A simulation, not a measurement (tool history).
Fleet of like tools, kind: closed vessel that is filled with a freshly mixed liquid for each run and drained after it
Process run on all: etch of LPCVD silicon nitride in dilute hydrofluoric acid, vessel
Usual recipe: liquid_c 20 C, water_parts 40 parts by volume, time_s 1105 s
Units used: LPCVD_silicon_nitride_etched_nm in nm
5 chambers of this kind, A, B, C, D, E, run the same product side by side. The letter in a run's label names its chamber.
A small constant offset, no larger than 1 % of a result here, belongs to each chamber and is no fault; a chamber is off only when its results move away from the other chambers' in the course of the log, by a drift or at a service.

| run | hour | liquid_c | water_parts | time_s | read-back film thickness of the LPCVD silicon nitride reference wafer, read on the same gauge (nm) | LPCVD_silicon_nitride_etched_nm |
|---|---|---|---|---|---|---|
| 1B | 8.1 | 20 | 40 | 1105 | 70.030 | 12.1450 |
| 2C | 15.7 | 20 | 40 | 1105 | 70.038 | 12.2210 |
| 3A | 21.0 | 20 | 40 | 1105 | 70.027 | 12.1770 |
| 4D | 30.5 | 20 | 40 | 1105 | 69.999 | 12.1480 |
| 5E | 39.5 | 20 | 40 | 1105 | 69.979 | 12.3130 |
| 6B | 48.6 | 20 | 40 | 1105 | 70.021 | 12.1520 |
| 7C | 57.8 | 20 | 40 | 1105 | 69.956 | 12.1590 |
| 8A | 63.5 | 20 | 25 | 1420 | 69.993 | 24.6370 |
| 9E | 74.3 | 20 | 25 | 1420 | 69.966 | 24.6230 |
| 10D | 79.9 | 20 | 25 | 1420 | 69.969 | 24.3070 |
| 11D | 86.0 | 20 | 25 | 1420 | 70.052 | 24.3120 |
| 12B | 95.5 | 20 | 25 | 1420 | 70.025 | 24.5850 |
| 13E | 102.7 | 20 | 40 | 1105 | 69.977 | 12.2900 |
| 14C | 111.4 | 20 | 40 | 1105 | 69.983 | 12.1260 |
| 15A | 118.6 | 20 | 40 | 1105 | 69.981 | 12.2080 |
| 16E | 123.9 | 20 | 40 | 1105 | 69.992 | 12.2340 |
| 17D | 130.8 | 20 | 40 | 1105 | 69.990 | 12.1660 |
| 18C | 139.6 | 20 | 40 | 1105 | 70.008 | 12.2800 |
| 19B | 144.5 | 20 | 40 | 1105 | 70.048 | 12.3880 |
| 20A | 152.3 | 20 | 40 | 1105 | 70.006 | 12.1070 |
| 21B | 160.1 | 20 | 40 | 1105 | 70.009 | 12.3920 |
| 22C | 165.5 | 20 | 40 | 1105 | 69.987 | 12.2060 |
| 23D | 175.6 | 20 | 40 | 1105 | 70.008 | 12.1670 |
| 24E | 181.4 | 20 | 40 | 1105 | 70.038 | 12.3010 |
|  | 182.3 | chamber A: thermometer replaced |
|  | 185.4 | chamber D: hydrofluoric acid flow meter replaced |
| 25A | 189.7 | 20 | 40 | 1105 | 69.992 | 12.2320 |
| 26A | 197.0 | 20 | 40 | 1105 | 69.986 | 12.1990 |
| 27C | 203.0 | 20 | 50 | 625 | 70.018 | 5.5823 |
| 28D | 208.4 | 20 | 50 | 625 | 70.002 | 5.5656 |
| 29B | 218.5 | 20 | 50 | 625 | 70.019 | 5.7958 |
| 30E | 226.9 | 20 | 50 | 625 | 69.989 | 5.6020 |
| 31E | 233.7 | 20 | 50 | 625 | 70.029 | 5.5828 |
| 32A | 239.1 | 20 | 40 | 1105 | 70.015 | 12.1520 |

All 5 chambers run these settings next. Forecast each chamber's results:
| 33A | 247.0 | 20 | 40 | 1560 |  | ? |
| 33B | 247.0 | 20 | 40 | 1560 |  | ? |
| 33C | 247.0 | 20 | 40 | 1560 |  | ? |
| 33D | 247.0 | 20 | 40 | 1560 |  | ? |
| 33E | 247.0 | 20 | 40 | 1560 |  | ? |

| run | LPCVD_silicon_nitride_etched_nm |
|---|---|
| 33A | 17.1440 |
| 33B | 18.0930 |
| 33C | 17.2210 |
| 33D | 17.3200 |
| 33E | 17.2380 |

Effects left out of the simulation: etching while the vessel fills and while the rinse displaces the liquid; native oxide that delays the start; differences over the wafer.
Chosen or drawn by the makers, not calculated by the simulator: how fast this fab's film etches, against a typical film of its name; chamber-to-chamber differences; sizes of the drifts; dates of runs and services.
